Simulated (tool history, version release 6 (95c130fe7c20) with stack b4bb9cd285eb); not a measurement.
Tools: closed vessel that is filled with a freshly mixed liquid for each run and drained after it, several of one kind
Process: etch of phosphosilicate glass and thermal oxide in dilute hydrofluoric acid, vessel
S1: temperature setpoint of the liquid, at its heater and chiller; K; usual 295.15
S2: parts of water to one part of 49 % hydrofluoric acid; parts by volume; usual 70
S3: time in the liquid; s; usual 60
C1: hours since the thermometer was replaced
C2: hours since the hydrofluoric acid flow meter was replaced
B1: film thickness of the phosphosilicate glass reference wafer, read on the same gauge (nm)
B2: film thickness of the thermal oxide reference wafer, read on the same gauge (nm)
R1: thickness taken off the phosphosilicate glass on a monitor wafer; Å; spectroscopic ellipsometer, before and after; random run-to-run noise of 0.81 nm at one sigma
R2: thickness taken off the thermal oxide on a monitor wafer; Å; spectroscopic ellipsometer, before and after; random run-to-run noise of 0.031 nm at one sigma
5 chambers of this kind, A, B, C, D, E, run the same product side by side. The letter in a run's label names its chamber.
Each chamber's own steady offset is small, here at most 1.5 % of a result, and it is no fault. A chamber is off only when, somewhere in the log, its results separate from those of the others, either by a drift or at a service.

run 1C hour=6 | S1=295.15 S2=70 S3=60 | C1=996.7 C2=618.8 | B1=110.01 B2=130.02 | R1=1328.8 R2=40.045
run 2D hour=14.9 | S1=295.15 S2=70 S3=60 | C1=1045.5 C2=445.5 | B1=110.02 B2=130 | R1=1308 R2=39.993
run 3A hour=24.1 | S1=295.15 S2=70 S3=60 | C1=583.8 C2=83.5 | B1=109.99 B2=130 | R1=1346.7 R2=41.185
run 4E hour=36.8 | S1=295.15 S2=70 S3=60 | C1=376.8 C2=125.5 | B1=110.03 B2=129.99 | R1=1328.7 R2=40.42
run 5B hour=48.9 | S1=295.15 S2=70 S3=60 | C1=481.9 C2=67 | B1=109.98 B2=130 | R1=1310.8 R2=39.629
run 6E hour=57 | S1=295.15 S2=100 S3=50 | C1=397 C2=145.7 | B1=110.01 B2=129.99 | R1=744.47 R2=22.673
run 7A hour=63.1 | S1=295.15 S2=100 S3=50 | C1=622.8 C2=122.5 | B1=109.99 B2=130.01 | R1=754.26 R2=22.988
run 8B hour=71.6 | S1=295.15 S2=100 S3=50 | C1=504.6 C2=89.7 | B1=109.99 B2=130.04 | R1=745.31 R2=22.825
-- hour=77.4 chamber A: thermometer replaced
run 9D hour=81.9 | S1=295.15 S2=100 S3=50 | C1=1112.5 C2=512.5 | B1=109.99 B2=130.01 | R1=733.36 R2=22.385
run 10C hour=93 | S1=295.15 S2=100 S3=50 | C1=1083.7 C2=705.8 | B1=110 B2=130.03 | R1=749.3 R2=22.831
run 11B hour=101.4 | S1=295.15 S2=70 S3=60 | C1=534.4 C2=119.5 | B1=110.02 B2=130.03 | R1=1312.9 R2=39.913
-- hour=111.7 chamber C: thermometer replaced
run 12D hour=112.7 | S1=295.15 S2=70 S3=60 | C1=1143.3 C2=543.3 | B1=109.98 B2=130.01 | R1=1311.2 R2=40.133
run 13E hour=119.2 | S1=295.15 S2=55 S3=60 | C1=459.2 C2=207.9 | B1=110 B2=129.98 | R1=1701.9 R2=52.052
run 14C hour=131.1 | S1=295.15 S2=55 S3=60 | C1=19.5 C2=743.9 | B1=110.01 B2=130.01 | R1=1699 R2=51.909
run 15A hour=142.7 | S1=295.15 S2=55 S3=60 | C1=65.4 C2=202.1 | B1=110 B2=129.99 | R1=1721.5 R2=53.371
run 16B hour=148.4 | S1=295.15 S2=55 S3=60 | C1=581.4 C2=166.5 | B1=110 B2=129.98 | R1=1689.2 R2=51.496
run 17E hour=156.8 | S1=295.15 S2=55 S3=60 | C1=496.8 C2=245.5 | B1=110 B2=129.99 | R1=1717.4 R2=51.779
run 18D hour=165.4 | S1=295.15 S2=70 S3=60 | C1=1196 C2=596 | B1=110 B2=130 | R1=1318.3 R2=40.332
run 19A hour=171 | S1=295.15 S2=70 S3=60 | C1=93.7 C2=230.4 | B1=110 B2=129.97 | R1=1328.7 R2=40.796
run 20C hour=181.3 | S1=293.65 S2=70 S3=60 | C1=69.7 C2=794.1 | B1=110.01 B2=130.01 | R1=1258.7 R2=37.928
run 21E hour=188.9 | S1=293.65 S2=70 S3=60 | C1=528.9 C2=277.6 | B1=109.98 B2=130.02 | R1=1242.8 R2=38.126
run 22A hour=194.5 | S1=293.65 S2=70 S3=60 | C1=117.2 C2=253.9 | B1=110.01 B2=129.98 | R1=1245.9 R2=38.612
run 23C hour=203.8 | S1=293.65 S2=70 S3=60 | C1=92.2 C2=816.6 | B1=110 B2=130.04 | R1=1249.5 R2=38.017
run 24B hour=215.4 | S1=293.65 S2=70 S3=60 | C1=648.4 C2=233.5 | B1=110.01 B2=130.03 | R1=1229.2 R2=37.488
run 25D hour=225.8 | S1=295.15 S2=70 S3=60 | C1=1256.4 C2=656.4 | B1=109.99 B2=130.02 | R1=1316 R2=39.52
run 26C hour=231.8 | S1=297.65 S2=70 S3=35 | C1=120.2 C2=844.6 | B1=109.99 B2=130 | R1=859.83 R2=26.169
run 27D hour=239.9 | S1=297.65 S2=70 S3=35 | C1=1270.5 C2=670.5 | B1=110 B2=129.99 | R1=848.06 R2=25.821
run 28B hour=249.2 | S1=297.65 S2=70 S3=35 | C1=682.2 C2=267.3 | B1=109.99 B2=130.03 | R1=858.84 R2=25.866
run 29E hour=261.4 | S1=297.65 S2=70 S3=35 | C1=601.4 C2=350.1 | B1=110 B2=130.01 | R1=853.6 R2=26.534
run 30A hour=269.5 | S1=297.65 S2=70 S3=35 | C1=192.2 C2=328.9 | B1=110.01 B2=130 | R1=866.38 R2=26.784
run 31E hour=279.6 | S1=295.15 S2=70 S3=60 | C1=619.6 C2=368.3 | B1=110.01 B2=130.02 | R1=1335.2 R2=40.595
run 32C hour=286 | S1=295.15 S2=70 S3=60 | C1=174.4 C2=898.8 | B1=110.02 B2=129.98 | R1=1351.2 R2=40.297
run 33D hour=293.1 | S1=295.15 S2=70 S3=60 | C1=1323.7 C2=723.7 | B1=110.01 B2=129.99 | R1=1319.1 R2=39.86
run 34B hour=302.4 | S1=295.15 S2=35 S3=60 | C1=735.4 C2=320.5 | B1=110.03 B2=129.96 | R1=2719.7 R2=81.667
run 35A hour=308.5 | S1=295.15 S2=35 S3=60 | C1=231.2 C2=367.9 | B1=110.02 B2=130.05 | R1=2775.3 R2=84.524
run 36E hour=317.4 | S1=295.15 S2=35 S3=60 | C1=657.4 C2=406.1 | B1=110 B2=130.01 | R1=2813.2 R2=84.325
run 37C hour=326.2 | S1=295.15 S2=35 S3=60 | C1=214.6 C2=939 | B1=110.01 B2=129.98 | R1=2749.7 R2=83.491

All 5 chambers run these settings next. Forecast each chamber's results:
run 38A hour=335.4 | S1=295.15 S2=70 S3=60 | R1=? R2=?
run 38B hour=335.4 | S1=295.15 S2=70 S3=60 | R1=? R2=?
run 38C hour=335.4 | S1=295.15 S2=70 S3=60 | R1=? R2=?
run 38D hour=335.4 | S1=295.15 S2=70 S3=60 | R1=? R2=?
run 38E hour=335.4 | S1=295.15 S2=70 S3=60 | R1=? R2=?

run=38A R1=1337.4 R2=40.664
run=38B R1=1308.9 R2=40.188
run=38C R1=1337.5 R2=40.452
run=38D R1=1308.8 R2=40.193
run=38E R1=1340.3 R2=40.467
